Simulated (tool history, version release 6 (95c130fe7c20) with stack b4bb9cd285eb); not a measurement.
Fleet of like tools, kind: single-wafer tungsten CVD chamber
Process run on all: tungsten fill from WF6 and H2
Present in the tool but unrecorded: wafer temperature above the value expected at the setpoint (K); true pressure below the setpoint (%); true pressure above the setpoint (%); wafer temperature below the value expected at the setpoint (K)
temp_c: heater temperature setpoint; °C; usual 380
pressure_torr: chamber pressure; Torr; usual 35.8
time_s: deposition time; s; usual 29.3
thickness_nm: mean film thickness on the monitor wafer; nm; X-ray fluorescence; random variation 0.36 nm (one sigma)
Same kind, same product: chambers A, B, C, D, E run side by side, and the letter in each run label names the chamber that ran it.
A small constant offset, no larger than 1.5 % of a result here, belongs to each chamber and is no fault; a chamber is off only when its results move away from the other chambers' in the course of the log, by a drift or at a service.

run,hour,temp_c,pressure_torr,time_s,hours since the last thermocouple change,hours since the last manometer calibration,"read-back reference wafer on the same gauge, thickness_nm",thickness_nm
1C,10.4,380,35.8,29.3,326.6,1439.5,59.657,63.020
2A,16.8,380,35.8,29.3,1263.5,802.1,59.726,62.007
3E,28.6,380,35.8,29.3,478.2,1488.0,59.759,62.409
# hour 34.1: chamber A: thermocouple changed; heater temperature recalibrated
4B,36.2,380,35.8,29.3,2208.4,638.3,59.667,63.371
5D,45.8,380,35.8,29.3,1728.5,1568.9,59.628,62.522
6A,54.3,380,35.8,29.3,20.2,839.6,59.737,62.084
7C,60.5,380,35.8,29.3,376.7,1489.6,59.769,62.813
8D,67.8,380,35.8,29.3,1750.5,1590.9,59.730,62.571
9E,81.0,380,35.8,29.3,530.6,1540.4,59.650,63.160
10B,88.6,380,35.8,29.3,2260.8,690.7,59.683,63.063
11E,94.4,380,35.8,29.3,544.0,1553.8,59.730,63.580
12B,107.4,380,35.8,29.3,2279.6,709.5,59.729,63.255
# hour 109.8: chamber B: thermocouple changed; heater temperature recalibrated
13D,117.2,380,35.8,29.3,1799.9,1640.3,59.633,63.117
14C,128.9,380,35.8,29.3,445.1,1558.0,59.775,63.136
15A,137.3,380,35.8,29.3,103.2,922.6,59.678,61.730
16B,147.1,391,35.8,34.8,37.3,749.2,59.656,92.567
17E,157.7,391,35.8,34.8,607.3,1617.1,59.727,93.848
18A,168.9,391,35.8,34.8,134.8,954.2,59.685,92.553
19D,175.6,391,35.8,34.8,1858.3,1698.7,59.687,93.262
20C,185.0,391,35.8,34.8,501.2,1614.1,59.736,93.395
21D,194.1,380,35.8,29.3,1876.8,1717.2,59.628,62.669
22A,201.3,380,35.8,29.3,167.2,986.6,59.736,62.307
23E,214.6,380,35.8,29.3,664.2,1674.0,59.768,64.755
24B,225.9,380,35.8,29.3,116.1,828.0,59.730,63.634
# hour 227.9: chamber D: thermocouple changed; heater temperature recalibrated
25C,237.3,380,35.8,29.3,553.5,1666.4,59.772,62.348
26E,245.8,380,35.8,29.3,695.4,1705.2,59.756,65.302
27B,256.3,380,32.4,24.1,146.5,858.4,59.713,50.030
28D,269.2,380,32.4,24.1,41.4,1792.3,59.657,48.952
29C,281.2,380,32.4,24.1,597.4,1710.3,59.737,49.573
30A,293.0,380,32.4,24.1,258.9,1078.3,59.714,48.247
31B,300.8,380,32.4,24.1,191.0,902.9,59.641,49.854
32D,308.6,380,35.8,29.3,80.8,1831.7,59.762,62.400
33E,314.7,380,35.8,29.3,764.3,1774.1,59.700,67.022
34A,323.8,380,35.8,29.3,289.7,1109.1,59.755,62.462
35C,334.0,380,35.8,29.3,650.2,1763.1,59.646,62.878
36C,344.2,380,35.8,29.3,660.4,1773.3,59.692,63.150

Is one chamber out of step, is the gauge drifting, or do the chambers differ by no more than their own small offsets? For an off chamber, give its letter and the likeliest cause.

Chamber E drifts away from the others.
Likeliest cause: wafer temperature above the value expected at the setpoint (K) = 3.51.

Here are 4 candidates for chamber E's next run, each the usual settings with a change, their results left as question marks. Which one brings its results back in line with what the others give on the usual settings?
Maximum distance from the other chambers' mean on the usual settings for a result to count as in line: thickness_nm 1.300 nm
37E-1,353.7,381,36.0,29.5,,,,?
37E-2,353.7,384,35.8,29.3,,,,?
37E-3,353.7,380,30.3,29.3,,,,?
37E-4,353.7,379,35.6,29.1,,,,?

On the usual settings, the other chambers give on average: thickness_nm 62.814 nm
run,thickness_nm
37E-1,69.542
37E-2,73.077
37E-3,62.297
37E-4,65.572
With 37E-3, the chamber falls back in line with the rest.
